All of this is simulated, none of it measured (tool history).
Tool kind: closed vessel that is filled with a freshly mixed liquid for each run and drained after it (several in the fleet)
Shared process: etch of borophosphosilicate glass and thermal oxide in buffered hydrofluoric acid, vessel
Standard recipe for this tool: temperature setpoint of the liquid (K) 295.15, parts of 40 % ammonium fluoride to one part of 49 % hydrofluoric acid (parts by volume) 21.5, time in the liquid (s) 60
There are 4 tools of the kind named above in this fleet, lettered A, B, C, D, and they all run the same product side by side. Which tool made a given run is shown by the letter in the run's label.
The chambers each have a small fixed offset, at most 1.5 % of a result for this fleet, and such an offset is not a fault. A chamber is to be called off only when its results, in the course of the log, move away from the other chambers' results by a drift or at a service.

run,day,temperature setpoint of the liquid (K),parts of 40 % ammonium fluoride to one part of 49 % hydrofluoric acid (parts by volume),time in the liquid (s),hours since the thermometer was replaced,hours since the hydrofluoric acid flow meter was replaced,"read-back film thickness of the borophosphosilicate glass reference wafer, read on the same gauge (nm)","read-back film thickness of the thermal oxide reference wafer, read on the same gauge (nm)",thickness taken off the borophosphosilicate glass on a monitor wafer (angstrom),thickness taken off the thermal oxide on a monitor wafer (angstrom)
1A,0.171,295.15,21.5,60,148.8,354,120.01,130.03,926.91,294.44
2C,0.467,295.15,21.5,60,307.4,477,120.02,129.96,922.07,294.02
3B,0.683,295.15,21.5,60,546.3,936.5,119.99,130.04,915.66,297.83
4D,0.875,295.15,21.5,60,411.6,968,120.02,129.98,911.24,295.48
5B,1.029,297.65,21.5,40,554.6,944.8,119.99,129.93,710.34,225.76
6A,1.217,297.65,21.5,40,173.9,379.1,119.99,130,726.16,224.23
7D,1.354,297.65,21.5,40,423.1,979.5,119.99,130.01,707.12,225.25
8C,1.625,297.65,21.5,40,335.2,504.8,120.01,130.01,714.89,225.06
9B,1.8,295.15,21.5,60,573.1,963.3,119.98,129.96,924.66,296.83
10A,2.033,295.15,21.5,60,193.5,398.7,120,129.97,943.26,291.16
11D,2.221,295.15,21.5,60,443.9,1000.3,120,130.01,940.12,295.42
# day 2.375: chamber B: hydrofluoric acid flow meter replaced
12C,2.533,295.15,21.5,60,357,526.6,120,130.06,907.85,295.03
13A,2.771,295.15,21.5,60,211.2,416.4,120.02,129.95,942.76,293.24
14B,3.046,295.15,21.5,60,603,16.1,120.01,129.99,915.68,297.56
15D,3.217,295.15,21.5,60,467.8,1024.2,119.99,129.99,933.39,293.7
16C,3.471,295.15,21.5,60,379.5,549.1,119.97,129.98,920.22,296.05
17B,3.688,295.15,21.5,60,618.4,31.5,120,130.05,926.28,294.17
18A,3.921,295.15,21.5,60,238.8,444,120.01,130.04,936.8,297.36
19D,4.1,295.15,21.5,60,489,1045.4,120.04,130,905.73,291.23
20C,4.271,295.15,21.5,60,398.7,568.3,120.01,129.93,933.85,293.76
21A,4.538,295.15,21.5,60,253.6,458.8,120,129.98,931.47,289.95
22C,4.762,295.15,21.5,60,410.5,580.1,120.01,129.99,915.16,291.57
23B,4.921,295.15,21.5,60,648,61.1,119.99,130,928.62,298.13
24D,5.079,295.15,21.5,60,512.5,1068.9,119.99,130.05,912.35,293.86
25B,5.283,295.15,21.5,60,656.7,69.8,119.99,130.04,911.22,299.85
26A,5.55,295.15,21.5,60,277.9,483.1,119.99,130.02,936.69,292.25
27D,5.842,295.15,21.5,60,530.8,1087.2,120,130.03,924.54,295.19
28C,6,295.15,21.5,60,440.2,609.8,119.98,130,930.3,293.93
29C,6.179,295.15,21.5,60,444.5,614.1,120,129.97,927.58,293.75
30B,6.454,295.15,21.5,60,684.8,97.9,119.99,130.05,921.67,297.38
31D,6.729,295.15,21.5,60,552.1,1108.5,120.01,129.97,921.89,296.24
32A,7.012,295.15,21.5,60,313,518.2,120.01,130.01,943.39,295.29

Next, every chamber runs the same settings. What will each give?
33A,7.233,295.15,21.5,75,,,,,?,?
33B,7.233,295.15,21.5,75,,,,,?,?
33C,7.233,295.15,21.5,75,,,,,?,?
33D,7.233,295.15,21.5,75,,,,,?,?

run,thickness taken off the borophosphosilicate glass on a monitor wafer (angstrom),thickness taken off the thermal oxide on a monitor wafer (angstrom)
33A,1170.4,365.65
33B,1139.8,374.73
33C,1135.8,367.9
33D,1162.2,367.94
